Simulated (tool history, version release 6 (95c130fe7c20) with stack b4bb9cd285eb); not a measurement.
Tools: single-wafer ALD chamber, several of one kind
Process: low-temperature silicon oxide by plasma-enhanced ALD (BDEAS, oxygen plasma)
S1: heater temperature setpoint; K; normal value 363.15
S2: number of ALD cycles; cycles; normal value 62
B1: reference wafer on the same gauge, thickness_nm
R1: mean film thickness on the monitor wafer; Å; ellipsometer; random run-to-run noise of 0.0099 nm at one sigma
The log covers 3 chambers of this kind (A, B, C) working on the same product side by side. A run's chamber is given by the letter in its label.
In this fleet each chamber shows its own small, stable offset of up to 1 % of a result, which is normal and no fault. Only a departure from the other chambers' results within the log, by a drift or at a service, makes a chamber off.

Run 1C, hour 4.3: usual settings; B1 8.7028. Result: R1 92.588 Å.
Run 2B, hour 10.9: usual settings; B1 8.7030. Result: R1 91.291 Å.
Run 3A, hour 16.9: usual settings; B1 8.7009. Result: R1 91.399 Å.
Run 4C, hour 25.0: usual settings; B1 8.7048. Result: R1 92.832 Å.
Run 5A, hour 33.6: usual settings; B1 8.7064. Result: R1 91.400 Å.
Run 6B, hour 38.6: usual settings; B1 8.7073. Result: R1 91.490 Å.
Run 7B, hour 44.8: usual settings; B1 8.7122. Result: R1 91.614 Å.
Run 8A, hour 53.8: usual settings but S2 52 cycles; B1 8.7122. Result: R1 76.634 Å.
Run 9C, hour 59.9: usual settings but S2 52 cycles; B1 8.7110. Result: R1 77.744 Å.
Run 10B, hour 64.8: usual settings but S2 52 cycles; B1 8.7147. Result: R1 76.755 Å.
Run 11A, hour 70.4: usual settings; B1 8.7121. Result: R1 91.540 Å.
Run 12C, hour 78.2: usual settings; B1 8.7142. Result: R1 92.949 Å.
At hour 86.0: chamber B: thermocouple changed; heater temperature recalibrated.
Run 13B, hour 86.3: usual settings; B1 8.7167. Result: R1 91.716 Å.
Run 14A, hour 94.1: usual settings; B1 8.7173. Result: R1 91.411 Å.
Run 15C, hour 98.7: usual settings; B1 8.7170. Result: R1 93.056 Å.
Run 16B, hour 104.1: usual settings; B1 8.7191. Result: R1 91.913 Å.
Run 17C, hour 110.7: usual settings; B1 8.7195. Result: R1 92.938 Å.
Run 18A, hour 117.6: usual settings; B1 8.7199. Result: R1 91.398 Å.
Run 19A, hour 121.9: usual settings; B1 8.7221. Result: R1 91.688 Å.
Run 20C, hour 127.5: usual settings; B1 8.7237. Result: R1 92.953 Å.
Run 21B, hour 134.6: usual settings; B1 8.7261. Result: R1 91.586 Å.
Run 22B, hour 139.7: usual settings; B1 8.7250. Result: R1 91.598 Å.
Run 23A, hour 148.5: usual settings; B1 8.7283. Result: R1 91.633 Å.
Run 24C, hour 157.0: usual settings; B1 8.7300. Result: R1 93.036 Å.
Run 25C, hour 166.5: usual settings; B1 8.7301. Result: R1 93.133 Å.
Run 26B, hour 172.2: usual settings; B1 8.7293. Result: R1 91.837 Å.
Run 27A, hour 178.6: usual settings; B1 8.7348. Result: R1 91.662 Å.
Run 28B, hour 184.5: usual settings; B1 8.7363. Result: R1 91.803 Å.
Run 29A, hour 190.6: usual settings; B1 8.7360. Result: R1 91.582 Å.
Run 30C, hour 195.3: usual settings but S2 70 cycles; B1 8.7382. Result: R1 104.980 Å.
Run 31B, hour 199.7: usual settings but S2 70 cycles; B1 8.7374. Result: R1 103.510 Å.

Next, all 3 chambers run the settings below, one line each with question marks for the results. What does each chamber give?
Run 32A, hour 206.7: usual settings but S2 53 cycles. Result: R1 ?.
Run 32B, hour 206.7: usual settings but S2 53 cycles. Result: R1 ?.
Run 32C, hour 206.7: usual settings but S2 53 cycles. Result: R1 ?.

run      R1
32A  78.381
32B  78.485
32C  79.662

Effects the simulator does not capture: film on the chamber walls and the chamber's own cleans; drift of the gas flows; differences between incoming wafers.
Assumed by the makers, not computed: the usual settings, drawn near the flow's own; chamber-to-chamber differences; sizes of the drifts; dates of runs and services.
